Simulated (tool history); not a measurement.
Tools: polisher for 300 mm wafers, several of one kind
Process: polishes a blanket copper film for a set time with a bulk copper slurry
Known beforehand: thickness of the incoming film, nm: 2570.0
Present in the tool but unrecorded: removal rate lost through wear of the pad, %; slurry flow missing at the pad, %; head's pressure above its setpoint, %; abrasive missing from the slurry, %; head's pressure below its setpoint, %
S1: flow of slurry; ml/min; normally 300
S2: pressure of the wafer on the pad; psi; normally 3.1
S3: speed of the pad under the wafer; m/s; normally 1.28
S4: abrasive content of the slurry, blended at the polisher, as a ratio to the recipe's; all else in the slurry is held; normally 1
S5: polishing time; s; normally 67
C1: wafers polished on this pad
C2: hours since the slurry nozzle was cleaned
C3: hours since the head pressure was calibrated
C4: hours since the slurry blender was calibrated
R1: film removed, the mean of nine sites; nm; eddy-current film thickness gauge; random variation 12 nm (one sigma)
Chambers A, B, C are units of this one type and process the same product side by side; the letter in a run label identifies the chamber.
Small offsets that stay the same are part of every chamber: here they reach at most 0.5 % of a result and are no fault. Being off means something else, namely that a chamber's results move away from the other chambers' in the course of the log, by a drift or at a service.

| run | hour | S1 | S2 | S3 | S4 | S5 | C1 | C2 | C3 | C4 | R1 |
|---|---|---|---|---|---|---|---|---|---|---|---|
| 1A | 8.7 | 300 | 3.1 | 1.28 | 1 | 67 | 533 | 199.9 | 149.9 | 70.4 | 943.06 |
| 2B | 15.4 | 300 | 3.1 | 1.28 | 1 | 67 | 924 | 358.9 | 153.6 | 17.1 | 964.18 |
|  | 19.5 | chamber A: worn pad replaced by a new one |
| 3C | 19.6 | 300 | 3.1 | 1.28 | 1 | 67 | 437 | 548 | 51.6 | 59.9 | 947.82 |
| 4B | 24.8 | 300 | 3.1 | 1.28 | 1 | 67 | 991 | 368.3 | 163 | 26.5 | 951.73 |
| 5A | 31.9 | 300 | 3.1 | 1.28 | 1 | 67 | 88 | 223.1 | 173.1 | 93.6 | 957.37 |
|  | 32.5 | chamber A: slurry nozzle cleaned |
| 6C | 37.7 | 300 | 3.1 | 1.28 | 1 | 67 | 566 | 566.1 | 69.7 | 78 | 945.86 |
| 7A | 42.3 | 300 | 3.1 | 1.28 | 1 | 67 | 162 | 9.8 | 183.5 | 104 | 949.53 |
|  | 50.1 | chamber B: slurry nozzle cleaned |
| 8C | 51.3 | 300 | 3.1 | 1.28 | 1 | 67 | 663 | 579.7 | 83.3 | 91.6 | 961.1 |
|  | 52.6 | chamber B: worn pad replaced by a new one |
| 9B | 60.9 | 300 | 3.1 | 1.28 | 1 | 67 | 59 | 10.8 | 199.1 | 62.6 | 960.32 |
|  | 63.7 | chamber C: worn pad replaced by a new one |
| 10B | 65.1 | 300 | 3.1 | 1.56 | 1 | 67 | 89 | 15 | 203.3 | 66.8 | 1123.6 |
| 11C | 72.1 | 300 | 3.1 | 1.56 | 1 | 67 | 60 | 600.5 | 104.1 | 112.4 | 1171.2 |
|  | 75 | chamber C: slurry nozzle cleaned |
| 12A | 77.1 | 300 | 3.1 | 1.56 | 1 | 67 | 411 | 44.6 | 218.3 | 138.8 | 1131.5 |
| 13B | 83.3 | 300 | 3.1 | 1.28 | 1 | 67 | 219 | 33.2 | 221.5 | 85 | 911.77 |
| 14A | 87.5 | 300 | 3.1 | 1.28 | 1.2 | 81 | 485 | 55 | 228.7 | 149.2 | 1197.5 |
|  | 96.1 | chamber A: worn pad replaced by a new one |
| 15C | 96.1 | 300 | 3.1 | 1.28 | 1.2 | 81 | 231 | 21.1 | 128.1 | 136.4 | 1188 |
| 16C | 103.9 | 300 | 3.1 | 1.28 | 1.2 | 81 | 287 | 28.9 | 135.9 | 144.2 | 1178.8 |
| 17B | 109.5 | 300 | 3.1 | 1.28 | 1 | 67 | 406 | 59.4 | 247.7 | 111.2 | 891.7 |
| 18A | 119 | 300 | 3.1 | 1.28 | 1 | 67 | 163 | 86.5 | 260.2 | 180.7 | 959.66 |
| 19C | 126.8 | 300 | 3.1 | 1.28 | 1 | 67 | 450 | 51.8 | 158.8 | 167.1 | 941.81 |
|  | 129.9 | chamber C: slurry blender recalibrated |
| 20B | 132 | 300 | 3.1 | 1.28 | 1 | 67 | 566 | 81.9 | 270.2 | 133.7 | 910.36 |
| 21A | 138.1 | 300 | 3.1 | 1.28 | 1 | 67 | 300 | 105.6 | 279.3 | 199.8 | 959.81 |
| 22A | 143.3 | 300 | 3.1 | 1.28 | 1 | 67 | 337 | 110.8 | 284.5 | 205 | 958.64 |
| 23C | 152.1 | 300 | 3.1 | 1.28 | 1 | 67 | 631 | 77.1 | 184.1 | 22.2 | 939.26 |
| 24B | 158.8 | 300 | 2.4 | 1.28 | 0.75 | 67 | 757 | 108.7 | 297 | 160.5 | 640.61 |
| 25A | 165.3 | 300 | 2.4 | 1.28 | 0.75 | 67 | 494 | 132.8 | 306.5 | 227 | 681.77 |
| 26C | 173.1 | 300 | 2.4 | 1.28 | 0.75 | 67 | 780 | 98.1 | 205.1 | 43.2 | 669.28 |

All 3 chambers run these settings next. Forecast each chamber's results:
| 27A | 180 | 300 | 3.1 | 1.28 | 1 | 67 |  |  |  |  | ? |
| 27B | 180 | 300 | 3.1 | 1.28 | 1 | 67 |  |  |  |  | ? |
| 27C | 180 | 300 | 3.1 | 1.28 | 1 | 67 |  |  |  |  | ? |

| run | R1 |
|---|---|
| 27A | 961.1 |
| 27B | 866.72 |
| 27C | 935.11 |
